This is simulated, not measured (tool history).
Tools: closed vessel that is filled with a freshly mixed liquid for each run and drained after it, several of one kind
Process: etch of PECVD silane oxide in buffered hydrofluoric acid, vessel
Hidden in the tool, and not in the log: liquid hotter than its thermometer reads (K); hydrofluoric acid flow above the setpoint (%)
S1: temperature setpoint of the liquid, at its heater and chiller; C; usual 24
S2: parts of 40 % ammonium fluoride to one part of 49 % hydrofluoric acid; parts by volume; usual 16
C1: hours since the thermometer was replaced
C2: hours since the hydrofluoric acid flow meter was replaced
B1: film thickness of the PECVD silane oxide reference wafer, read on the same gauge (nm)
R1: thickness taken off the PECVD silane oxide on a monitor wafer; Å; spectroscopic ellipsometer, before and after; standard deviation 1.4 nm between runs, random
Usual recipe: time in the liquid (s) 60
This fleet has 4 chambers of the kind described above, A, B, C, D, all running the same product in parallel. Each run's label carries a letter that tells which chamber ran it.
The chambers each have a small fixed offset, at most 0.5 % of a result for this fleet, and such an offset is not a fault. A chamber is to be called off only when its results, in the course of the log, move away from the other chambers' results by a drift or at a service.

run 1A hour=2.1 | S1=24 S2=16 time_in_the_liquid_(s)=60 | C1=721.3 C2=1500.5 | B1=109.99 | R1=1913.3
run 2D hour=4.9 | S1=24 S2=16 time_in_the_liquid_(s)=60 | C1=605.6 C2=1690.1 | B1=110.01 | R1=1917.9
run 3C hour=8.5 | S1=24 S2=16 time_in_the_liquid_(s)=60 | C1=864.1 C2=508.6 | B1=109.98 | R1=1908.2
run 4B hour=11.2 | S1=24 S2=16 time_in_the_liquid_(s)=60 | C1=30.2 C2=654.2 | B1=110.02 | R1=1931.5
run 5A hour=14.7 | S1=24 S2=16 time_in_the_liquid_(s)=60 | C1=733.9 C2=1513.1 | B1=110.01 | R1=1912.8
run 6D hour=18.4 | S1=24 S2=16 time_in_the_liquid_(s)=60 | C1=619.1 C2=1703.6 | B1=110.01 | R1=1908.9
run 7C hour=22.9 | S1=24 S2=16 time_in_the_liquid_(s)=60 | C1=878.5 C2=523 | B1=109.98 | R1=1907.3
run 8B hour=27.4 | S1=24 S2=12.5 time_in_the_liquid_(s)=85 | C1=46.4 C2=670.4 | B1=109.97 | R1=3425.7
run 9A hour=31.5 | S1=24 S2=12.5 time_in_the_liquid_(s)=85 | C1=750.7 C2=1529.9 | B1=109.99 | R1=3434.3
run 10D hour=34.5 | S1=24 S2=12.5 time_in_the_liquid_(s)=85 | C1=635.2 C2=1719.7 | B1=110.01 | R1=3469.7
run 11B hour=38 | S1=24 S2=12.5 time_in_the_liquid_(s)=85 | C1=57 C2=681 | B1=109.97 | R1=3436.7
run 12C hour=41.6 | S1=24 S2=16 time_in_the_liquid_(s)=60 | C1=897.2 C2=541.7 | B1=110.01 | R1=1938
run 13B hour=44.3 | S1=24 S2=10.5 time_in_the_liquid_(s)=45 | C1=63.3 C2=687.3 | B1=110.03 | R1=2154.3
run 14D hour=48.5 | S1=24 S2=10.5 time_in_the_liquid_(s)=45 | C1=649.2 C2=1733.7 | B1=109.99 | R1=2174.6
run 15A hour=52.8 | S1=24 S2=10.5 time_in_the_liquid_(s)=45 | C1=772 C2=1551.2 | B1=110.01 | R1=2139.6
run 16C hour=57 | S1=24 S2=10.5 time_in_the_liquid_(s)=45 | C1=912.6 C2=557.1 | B1=109.99 | R1=2168.7
run 17C hour=59.1 | S1=24 S2=16 time_in_the_liquid_(s)=60 | C1=914.7 C2=559.2 | B1=110.01 | R1=1926.6
run 18B hour=61.5 | S1=19.5 S2=16 time_in_the_liquid_(s)=60 | C1=80.5 C2=704.5 | B1=109.99 | R1=1512.1
run 19A hour=63.8 | S1=19.5 S2=16 time_in_the_liquid_(s)=60 | C1=783 C2=1562.2 | B1=110.03 | R1=1490.8
run 20D hour=67.8 | S1=19.5 S2=16 time_in_the_liquid_(s)=60 | C1=668.5 C2=1753 | B1=110.04 | R1=1498.9
run 21C hour=72 | S1=19.5 S2=16 time_in_the_liquid_(s)=60 | C1=927.6 C2=572.1 | B1=109.98 | R1=1509.3
run 22B hour=75.1 | S1=24 S2=16 time_in_the_liquid_(s)=60 | C1=94.1 C2=718.1 | B1=109.98 | R1=1918.7
run 23D hour=78.9 | S1=21 S2=16 time_in_the_liquid_(s)=30 | C1=679.6 C2=1764.1 | B1=110.02 | R1=809.81
run 24A hour=83 | S1=21 S2=16 time_in_the_liquid_(s)=30 | C1=802.2 C2=1581.4 | B1=110.03 | R1=803.89
run 25D hour=86.6 | S1=21 S2=16 time_in_the_liquid_(s)=30 | C1=687.3 C2=1771.8 | B1=110.05 | R1=810.93
run 26B hour=89.9 | S1=21 S2=16 time_in_the_liquid_(s)=30 | C1=108.9 C2=732.9 | B1=109.98 | R1=816.08
run 27A hour=93.3 | S1=24 S2=16 time_in_the_liquid_(s)=60 | C1=812.5 C2=1591.7 | B1=110.03 | R1=1924.4
run 28C hour=97.5 | S1=24 S2=16 time_in_the_liquid_(s)=60 | C1=953.1 C2=597.6 | B1=110 | R1=1930.6
run 29C hour=100.4 | S1=24 S2=16 time_in_the_liquid_(s)=60 | C1=956 C2=600.5 | B1=109.99 | R1=1908.9
run 30B hour=104.4 | S1=24 S2=16 time_in_the_liquid_(s)=60 | C1=123.4 C2=747.4 | B1=110.01 | R1=1911.2
run 31D hour=108.7 | S1=24 S2=16 time_in_the_liquid_(s)=60 | C1=709.4 C2=1793.9 | B1=109.97 | R1=1924.5
run 32A hour=110.9 | S1=24 S2=16 time_in_the_liquid_(s)=60 | C1=830.1 C2=1609.3 | B1=110.04 | R1=1920.1
run 33B hour=115.5 | S1=24 S2=16 time_in_the_liquid_(s)=90 | C1=134.5 C2=758.5 | B1=109.98 | R1=2865.8

Is one chamber out of step, is the gauge drifting, or do the chambers differ by no more than their own small offsets? For an off chamber, give its letter and the likeliest cause.

No chamber stands off beyond its own small offset, and the gauge holds steady.

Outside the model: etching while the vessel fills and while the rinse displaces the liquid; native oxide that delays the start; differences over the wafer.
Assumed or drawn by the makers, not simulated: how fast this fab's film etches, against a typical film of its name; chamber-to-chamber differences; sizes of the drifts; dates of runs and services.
